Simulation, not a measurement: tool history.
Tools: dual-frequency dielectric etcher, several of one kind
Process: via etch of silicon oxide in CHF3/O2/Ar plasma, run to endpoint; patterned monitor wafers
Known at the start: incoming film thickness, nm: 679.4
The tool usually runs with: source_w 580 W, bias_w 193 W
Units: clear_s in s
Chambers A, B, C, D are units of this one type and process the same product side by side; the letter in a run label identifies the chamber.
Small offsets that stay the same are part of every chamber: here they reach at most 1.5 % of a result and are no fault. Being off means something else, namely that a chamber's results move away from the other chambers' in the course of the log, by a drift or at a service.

| run | hour | source_w | bias_w | clear_s |
|---|---|---|---|---|
| 1D | 6 | 580 | 193 | 341.96 |
| 2B | 9.2 | 580 | 193 | 344.9 |
| 3C | 14 | 580 | 193 | 343.29 |
| 4A | 17.9 | 580 | 193 | 344.12 |
| 5B | 21.7 | 580 | 193 | 341.69 |
| 6A | 26 | 520 | 173 | 373.68 |
| 7D | 32.5 | 520 | 173 | 367.41 |
|  | 35.8 | chamber B: wet clean of the chamber |
| 8C | 36.1 | 520 | 173 | 373.96 |
| 9D | 42.8 | 520 | 173 | 372.53 |
| 10C | 48.2 | 580 | 193 | 345.36 |
| 11B | 52.3 | 580 | 193 | 343.58 |
| 12A | 58.5 | 580 | 193 | 348.04 |
| 13B | 64.4 | 500 | 174 | 376.63 |
| 14A | 68.9 | 500 | 174 | 379.92 |
| 15D | 73.3 | 500 | 174 | 376.05 |
| 16C | 77.2 | 500 | 174 | 378.42 |
| 17B | 84.3 | 580 | 193 | 342.13 |
| 18C | 87.9 | 580 | 193 | 344.26 |
| 19A | 92.2 | 580 | 193 | 353.18 |
| 20D | 95.6 | 580 | 193 | 342.79 |
| 21D | 102.3 | 580 | 193 | 342.72 |
| 22B | 106.4 | 580 | 193 | 343.29 |
| 23C | 111.7 | 580 | 193 | 343.14 |
| 24A | 117.8 | 580 | 193 | 352.26 |
| 25A | 124.4 | 580 | 193 | 354.09 |
| 26B | 131.5 | 580 | 193 | 342.36 |
| 27C | 138.2 | 580 | 193 | 345.32 |
| 28D | 145.3 | 580 | 193 | 340.42 |
| 29C | 150.4 | 580 | 193 | 345.34 |
| 30A | 157 | 580 | 193 | 354.61 |
| 31B | 161.9 | 580 | 175 | 353.7 |
| 32D | 167.6 | 580 | 175 | 353.83 |
| 33C | 171.3 | 580 | 175 | 354.72 |

Read the log: is a single chamber off, either drifting away or since a service, is the gauge that measures every chamber drifting, or is nothing wrong beyond small per-chamber offsets? Name any odd chamber and what most likely caused it.

One chamber, A, drifts off from the rest bit by bit.
What lies behind it: etch rate under this chamber's usual, % = 3.89.

Which of the 4 candidates below, each the usual settings with something changed and its results left as question marks, puts chamber A back in line with what the other chambers give on the usual settings?
To be in line, a result may differ from the other chambers' mean on the usual settings by at most: clear_s 4.9 s
| 34A-1 | 176.4 | 560 | 193 | ? |
| 34A-2 | 176.4 | 550 | 182 | ? |
| 34A-3 | 176.4 | 610 | 204 | ? |
| 34A-4 | 176.4 | 600 | 193 | ? |

The other chambers' mean on the usual settings: clear_s 342.29 s
| run | clear_s |
|---|---|
| 34A-1 | 362.23 |
| 34A-2 | 372.24 |
| 34A-3 | 343.78 |
| 34A-4 | 352.71 |
The right change is 34A-3: it brings the chamber back within the allowed miss of the others.
